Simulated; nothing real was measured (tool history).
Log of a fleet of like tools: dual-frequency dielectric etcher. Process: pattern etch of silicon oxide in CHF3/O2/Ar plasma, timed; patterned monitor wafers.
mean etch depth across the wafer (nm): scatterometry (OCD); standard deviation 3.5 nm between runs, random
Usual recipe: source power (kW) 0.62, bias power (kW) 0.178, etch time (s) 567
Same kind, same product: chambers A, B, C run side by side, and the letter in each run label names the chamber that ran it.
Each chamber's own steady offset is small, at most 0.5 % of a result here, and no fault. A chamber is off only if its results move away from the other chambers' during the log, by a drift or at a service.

run	day	source power (kW)	bias power (kW)	etch time (s)	read-back reference wafer on the same gauge, depth_nm	mean etch depth across the wafer (nm)
1A	0.275	0.62	0.178	567	1030.1	1127.4
2C	0.667	0.62	0.178	567	1030.6	1128
3B	1.021	0.62	0.178	567	1029.7	1135.7
4B	1.4	0.62	0.178	567	1029.5	1133.2
5C	1.721	0.62	0.178	567	1029.6	1133.7
6A	2.058	0.76	0.178	451.5	1030.5	971.44
7C	2.333	0.76	0.178	451.5	1029.6	973.8
8A	2.717	0.76	0.178	451.5	1029.3	970.69
9B	3.125	0.62	0.178	567	1029.5	1132.4
10C	3.471	0.62	0.178	567	1029.6	1129.3
11A	3.738	0.62	0.178	567	1030.2	1133
12B	3.992	0.62	0.178	567	1030.5	1132.5
13B	4.262	0.62	0.178	567	1030.1	1133
# day 4.542: chamber B: source power generator calibrated
14C	4.562	0.62	0.178	567	1029.1	1136.6
15A	4.925	0.62	0.178	567	1029.8	1126.4
16A	5.238	0.62	0.178	567	1030.1	1135
17B	5.438	0.74	0.178	693	1030.1	1484.2
18C	5.671	0.74	0.178	693	1029.7	1477.6
19B	6.046	0.74	0.178	693	1029.7	1484.8
20A	6.317	0.62	0.178	567	1029.4	1130.9
21C	6.721	0.62	0.178	567	1030	1130.4
22C	6.971	0.62	0.178	567	1030.4	1129.9
23A	7.25	0.62	0.178	567	1029.8	1127.9
24B	7.458	0.62	0.178	567	1030	1137.3
25C	7.662	0.54	0.178	472	1029.7	898.78
26A	7.871	0.54	0.178	472	1029.7	891.95
27B	8.175	0.54	0.178	472	1030.3	890.22
28B	8.442	0.62	0.178	567	1030.4	1132.7
29C	8.808	0.62	0.212	706.5	1030	1500.9
30A	9.017	0.62	0.212	706.5	1030.8	1496.6
31C	9.417	0.62	0.212	706.5	1029.6	1487.7
32B	9.7	0.62	0.178	567	1029.7	1129.2
33A	10.112	0.62	0.178	567	1029.1	1130.3
# day 10.438: chamber B: wet clean of the chamber
34A	10.525	0.62	0.178	567	1029.9	1129.6
# day 10.683: chamber C: wet clean of the chamber
35B	10.896	0.62	0.178	567	1030.3	1135.4
36C	11.242	0.62	0.199	473.5	1029.9	980.85
37A	11.429	0.62	0.199	473.5	1029.1	978.92
38C	11.733	0.62	0.199	473.5	1030.3	988.38
39B	12.025	0.62	0.178	567	1029.7	1131.9
40C	12.325	0.62	0.178	567	1030	1126.1
41B	12.588	0.62	0.178	567	1030	1128.7
42A	12.958	0.62	0.178	567	1030.3	1120.8
43A	13.229	0.62	0.178	567	1030.1	1130.5
44C	13.433	0.62	0.178	567	1030	1127.1

Predict what each chamber gives when all 3 of them run the settings below next.
45A	13.729	0.62	0.178	567		?
45B	13.729	0.62	0.178	567		?
45C	13.729	0.62	0.178	567		?

run	mean etch depth across the wafer (nm)
45A	1129.7
45B	1131.7
45C	1131.6
